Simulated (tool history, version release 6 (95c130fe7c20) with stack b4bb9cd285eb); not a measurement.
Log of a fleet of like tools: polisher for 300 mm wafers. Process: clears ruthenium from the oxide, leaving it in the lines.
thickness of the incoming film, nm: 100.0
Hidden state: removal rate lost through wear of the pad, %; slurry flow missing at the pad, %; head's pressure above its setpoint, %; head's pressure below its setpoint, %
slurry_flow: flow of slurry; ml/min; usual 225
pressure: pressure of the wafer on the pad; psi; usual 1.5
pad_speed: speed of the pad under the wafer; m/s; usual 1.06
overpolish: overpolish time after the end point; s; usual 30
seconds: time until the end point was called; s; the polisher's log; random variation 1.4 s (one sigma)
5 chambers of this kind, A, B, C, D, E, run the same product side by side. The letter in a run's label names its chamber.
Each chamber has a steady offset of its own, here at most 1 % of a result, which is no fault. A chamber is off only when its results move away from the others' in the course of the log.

run	day	slurry_flow	pressure	pad_speed	overpolish	wafers polished on this pad	hours since the slurry nozzle was cleaned	hours since the head pressure was calibrated	seconds
1C	0.242	225	1.5	1.06	30	701	296	588.7	117.12
2A	0.454	225	1.5	1.06	30	129	517.5	210.6	113.45
# day 0.508: chamber C: slurry nozzle cleaned
3D	0.796	225	1.5	1.06	30	130	321.6	1135.7	114.21
4E	1.129	225	1.5	1.06	30	281	464.8	301.8	116.33
# day 1.425: chamber C: worn pad replaced by a new one
5B	1.471	225	1.5	1.06	30	502	247.9	227.9	119.31
6B	1.667	225	1.5	1.06	30	530	252.6	232.6	115.99
7C	1.879	225	1.4	0.76	30	64	33	628	171.91
8E	2.246	225	1.4	0.76	30	439	491.6	328.6	171.23
9A	2.638	225	1.4	0.76	30	439	569.9	263	168.2
10D	2.85	225	1.4	0.76	30	420	370.9	1185	172.85
# day 2.892: chamber E: slurry nozzle cleaned
11D	3.062	225	1.4	0.76	30	451	376	1190.1	166.91
# day 3.238: chamber B: worn pad replaced by a new one
12C	3.35	225	1.5	1.06	30	273	68.3	663.3	114.21
13A	3.654	225	1.5	1.06	30	583	594.3	287.4	112.58
# day 3.717: chamber D: worn pad replaced by a new one
# day 3.808: chamber E: worn pad replaced by a new one
14B	4.038	225	1.5	1.06	30	113	309.5	289.5	115.97
15E	4.238	280	1	1.06	30	61	32.4	376.4	164.86
16D	4.508	280	1	1.06	30	112	410.7	1224.8	165.07
17C	4.762	280	1	1.06	30	473	102.2	697.2	168.34
18E	4.954	280	1	1.06	30	162	49.6	393.6	165.81
19B	5.171	280	1	1.06	30	274	336.7	316.7	169.88
20A	5.525	225	1	1.06	30	848	639.2	332.3	172.48
21C	5.85	225	1	1.06	30	627	128.3	723.3	172.55
# day 5.988: chamber A: worn pad replaced by a new one
22B	6.121	225	1	1.06	30	408	359.5	339.5	173.27
23E	6.346	225	1	1.06	30	359	83	427	170.27
# day 6.554: chamber C: worn pad replaced by a new one
24D	6.596	225	1	1.06	30	407	460.8	1274.9	167.18
25A	6.771	225	1.5	1.06	30	110	669.1	362.2	115.01
# day 6.817: chamber B: head pressure recalibrated
26C	7.154	225	1.5	1.06	30	85	159.6	754.6	119.6
27B	7.462	225	1.5	1.06	30	598	391.7	15.5	114.63
28D	7.654	225	1.5	1.06	30	557	486.2	1300.3	114.36
29E	7.979	225	1.5	1.06	30	590	122.2	466.2	114.07
# day 8.1: chamber B: worn pad replaced by a new one
30A	8.175	225	1.5	1.06	30	309	702.8	395.9	114.95
# day 8.212: chamber D: worn pad replaced by a new one
31D	8.412	225	1.5	1.06	30	28	504.4	1318.5	112.65
# day 8.471: chamber E: worn pad replaced by a new one
32C	8.762	225	1.5	1.06	30	312	198.2	793.2	121.26
33A	8.942	225	1.5	1.06	30	418	721.2	414.3	115.54
34B	9.2	225	1.5	1.06	30	156	433.4	57.2	116.65
35E	9.462	225	1.5	1.06	30	140	157.8	501.8	111.71
# day 9.479: chamber B: slurry nozzle cleaned
# day 9.558: chamber A: slurry nozzle cleaned
36B	9.688	225	1.5	1.06	30	225	5.1	68.9	114.04
37D	10.004	225	1.5	1.06	30	254	542.6	1356.7	112.28
38E	10.225	260	1.8	1.06	30	248	176.1	520.1	94.344
39A	10.612	260	1.8	1.06	30	655	25.4	454.4	95.286
40C	10.983	260	1.8	1.06	30	627	251.5	846.5	103.24

All 5 chambers run these settings next. Forecast each chamber's results:
41A	11.267	225	1.5	1.26	30				?
41B	11.267	225	1.5	1.26	30				?
41C	11.267	225	1.5	1.26	30				?
41D	11.267	225	1.5	1.26	30				?
41E	11.267	225	1.5	1.26	30				?

run	seconds
41A	95.796
41B	99.348
41C	106.38
41D	94.388
41E	95.257
